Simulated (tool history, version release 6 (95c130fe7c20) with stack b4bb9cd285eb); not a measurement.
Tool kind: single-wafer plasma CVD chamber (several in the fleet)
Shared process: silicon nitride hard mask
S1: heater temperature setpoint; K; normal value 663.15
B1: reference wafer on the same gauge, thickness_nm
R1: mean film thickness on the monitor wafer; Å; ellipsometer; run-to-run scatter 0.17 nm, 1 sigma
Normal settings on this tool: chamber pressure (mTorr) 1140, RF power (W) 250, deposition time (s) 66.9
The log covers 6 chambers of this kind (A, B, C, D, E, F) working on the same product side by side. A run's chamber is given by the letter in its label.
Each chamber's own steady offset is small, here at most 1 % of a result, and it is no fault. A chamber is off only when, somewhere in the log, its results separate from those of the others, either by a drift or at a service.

Run 1F, day 0.500: usual settings; B1 49.773. Result: R1 613.61 Å.
At day 0.554: chamber B: RF generator calibrated.
Run 2A, day 0.921: usual settings; B1 49.802. Result: R1 617.34 Å.
Run 3C, day 1.338: usual settings; B1 49.804. Result: R1 607.97 Å.
Run 4D, day 1.621: usual settings; B1 49.798. Result: R1 617.40 Å.
Run 5B, day 2.038: usual settings; B1 49.832. Result: R1 619.44 Å.
Run 6E, day 2.342: usual settings; B1 49.769. Result: R1 614.90 Å.
Run 7C, day 2.621: usual settings; B1 49.788. Result: R1 609.24 Å.
Run 8E, day 2.912: usual settings; B1 49.795. Result: R1 611.91 Å.
At day 3.229: chamber B: thermocouple changed; heater temperature recalibrated.
Run 9F, day 3.238: usual settings; B1 49.818. Result: R1 616.82 Å.
Run 10D, day 3.704: usual settings but S1 670.15 K, RF power (W) 210; B1 49.752. Result: R1 542.25 Å.
Run 11B, day 4.129: usual settings but S1 670.15 K, RF power (W) 210; B1 49.790. Result: R1 539.64 Å.
At day 4.396: chamber B: capacitance manometer re-zeroed and calibrated.
Run 12A, day 4.533: usual settings but S1 670.15 K, RF power (W) 210; B1 49.798. Result: R1 537.74 Å.
Run 13B, day 4.983: usual settings but S1 670.15 K, RF power (W) 210; B1 49.791. Result: R1 539.48 Å.
At day 5.058: chamber F: thermocouple changed; heater temperature recalibrated.
Run 14D, day 5.421: usual settings but S1 670.15 K, RF power (W) 210; B1 49.804. Result: R1 542.73 Å.
Run 15E, day 5.804: usual settings but S1 670.15 K, RF power (W) 210; B1 49.803. Result: R1 534.96 Å.
Run 16A, day 6.312: usual settings; B1 49.811. Result: R1 614.46 Å.
Run 17C, day 6.612: usual settings; B1 49.805. Result: R1 602.42 Å.
Run 18F, day 7.146: usual settings; B1 49.761. Result: R1 619.05 Å.
Run 19B, day 7.650: usual settings; B1 49.794. Result: R1 616.36 Å.
Run 20E, day 8.004: usual settings; B1 49.802. Result: R1 612.57 Å.
Run 21C, day 8.346: usual settings; B1 49.834. Result: R1 603.39 Å.
Run 22D, day 8.888: usual settings; B1 49.801. Result: R1 616.88 Å.
Run 23A, day 9.425: usual settings; B1 49.805. Result: R1 613.95 Å.
At day 9.629: chamber E: capacitance manometer re-zeroed and calibrated.
Run 24F, day 9.983: usual settings; B1 49.776. Result: R1 617.85 Å.
Run 25D, day 10.438: usual settings; B1 49.817. Result: R1 613.05 Å.
Run 26B, day 10.871: usual settings; B1 49.805. Result: R1 614.96 Å.
Run 27F, day 11.229: usual settings; B1 49.795. Result: R1 617.74 Å.
Run 28A, day 11.562: usual settings; B1 49.826. Result: R1 614.12 Å.
At day 11.754: chamber C: capacitance manometer re-zeroed and calibrated.
Run 29C, day 12.079: usual settings; B1 49.819. Result: R1 594.48 Å.
Run 30E, day 12.433: usual settings; B1 49.803. Result: R1 614.86 Å.
Run 31F, day 12.879: usual settings; B1 49.795. Result: R1 616.94 Å.
Run 32E, day 13.367: usual settings; B1 49.786. Result: R1 613.22 Å.
Run 33D, day 13.825: usual settings; B1 49.805. Result: R1 617.53 Å.
Run 34C, day 14.375: usual settings; B1 49.813. Result: R1 595.66 Å.
Run 35B, day 14.833: usual settings but S1 657.15 K, RF power (W) 230; B1 49.814. Result: R1 582.29 Å.
Run 36A, day 15.342: usual settings but S1 657.15 K, RF power (W) 230; B1 49.828. Result: R1 582.16 Å.
Run 37C, day 15.600: usual settings but S1 657.15 K, RF power (W) 230; B1 49.790. Result: R1 558.30 Å.
Run 38D, day 16.162: usual settings but S1 657.15 K, RF power (W) 230; B1 49.807. Result: R1 582.93 Å.
Run 39F, day 16.567: usual settings but S1 657.15 K, RF power (W) 230; B1 49.783. Result: R1 583.45 Å.
Run 40A, day 16.996: usual settings but S1 657.15 K, RF power (W) 230; B1 49.792. Result: R1 582.82 Å.
Run 41B, day 17.342: usual settings; B1 49.801. Result: R1 618.67 Å.
Run 42E, day 17.712: usual settings; B1 49.787. Result: R1 612.55 Å.

Each of the 6 chambers runs these same settings next. Fill in every chamber's results:
Run 43A, day 18.129: usual settings. Result: R1 ?.
Run 43B, day 18.129: usual settings. Result: R1 ?.
Run 43C, day 18.129: usual settings. Result: R1 ?.
Run 43D, day 18.129: usual settings. Result: R1 ?.
Run 43E, day 18.129: usual settings. Result: R1 ?.
Run 43F, day 18.129: usual settings. Result: R1 ?.

run      R1
43A  615.28
43B  615.48
43C  589.74
43D  613.90
43E  615.13
43F  617.01
